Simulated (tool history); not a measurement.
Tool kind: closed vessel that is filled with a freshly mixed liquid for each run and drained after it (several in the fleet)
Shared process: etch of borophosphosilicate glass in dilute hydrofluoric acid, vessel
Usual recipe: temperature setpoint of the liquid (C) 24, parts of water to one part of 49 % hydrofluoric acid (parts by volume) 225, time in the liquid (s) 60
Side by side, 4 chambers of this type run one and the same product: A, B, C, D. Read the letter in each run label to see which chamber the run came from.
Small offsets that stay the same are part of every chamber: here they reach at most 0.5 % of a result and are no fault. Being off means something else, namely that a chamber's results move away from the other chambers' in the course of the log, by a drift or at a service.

run	hour	temperature setpoint of the liquid (C)	parts of water to one part of 49 % hydrofluoric acid (parts by volume)	time in the liquid (s)	hours since the thermometer was replaced	hours since the hydrofluoric acid flow meter was replaced	read-back film thickness of the borophosphosilicate glass reference wafer, read on the same gauge (nm)	thickness taken off the borophosphosilicate glass on a monitor wafer (nm)
1A	4.5	24	225	60	1173.2	75.0	69.960	9.5669
2C	9.2	24	225	60	2240.0	1059.0	69.999	9.5589
3D	17.2	24	225	60	314.9	384.2	70.013	9.5867
4B	26.6	24	225	60	35.5	117.9	69.989	9.4407
5A	32.3	24	225	60	1201.0	102.8	70.002	9.6807
6C	38.2	24	225	60	2269.0	1088.0	69.956	9.5576
7B	45.0	24	170	60	53.9	136.3	70.050	13.3610
8D	52.2	24	170	60	349.9	419.2	70.025	13.0150
9B	62.0	24	170	60	70.9	153.3	69.986	13.0940
10D	71.7	24	170	60	369.4	438.7	70.023	12.8970
11A	81.7	24	225	60	1250.4	152.2	69.982	9.4847
12C	90.1	24	225	60	2320.9	1139.9	70.047	9.5088
13C	98.9	24	225	60	2329.7	1148.7	70.025	9.6146
14B	106.4	24	225	60	115.3	197.7	69.990	9.3852
15D	116.3	24	225	60	414.0	483.3	70.023	9.0538
16A	122.1	24	225	60	1290.8	192.6	69.984	9.5883
17D	128.7	24	135	95	426.4	495.7	69.997	25.8620
18C	135.9	24	135	95	2366.7	1185.7	70.012	27.8400
19A	143.7	24	135	95	1312.4	214.2	69.967	27.5630
20B	151.0	24	135	95	159.9	242.3	70.022	27.8220
21C	155.5	24	225	60	2386.3	1205.3	69.987	9.3433
22D	160.9	24	225	60	458.6	527.9	69.993	8.6629
23B	167.4	24	225	60	176.3	258.7	70.034	9.5594
24A	175.5	24	225	60	1344.2	246.0	70.029	9.5207
25D	182.4	24	225	60	480.1	549.4	70.020	8.6097
26C	188.6	24	225	60	2419.4	1238.4	70.032	9.4991

Each of the 4 chambers runs these same settings next. Fill in every chamber's results:
27A	195.8	24	225	60				?
27B	195.8	24	225	60				?
27C	195.8	24	225	60				?
27D	195.8	24	225	60				?

run	thickness taken off the borophosphosilicate glass on a monitor wafer (nm)
27A	9.5285
27B	9.4988
27C	9.4791
27D	8.6188
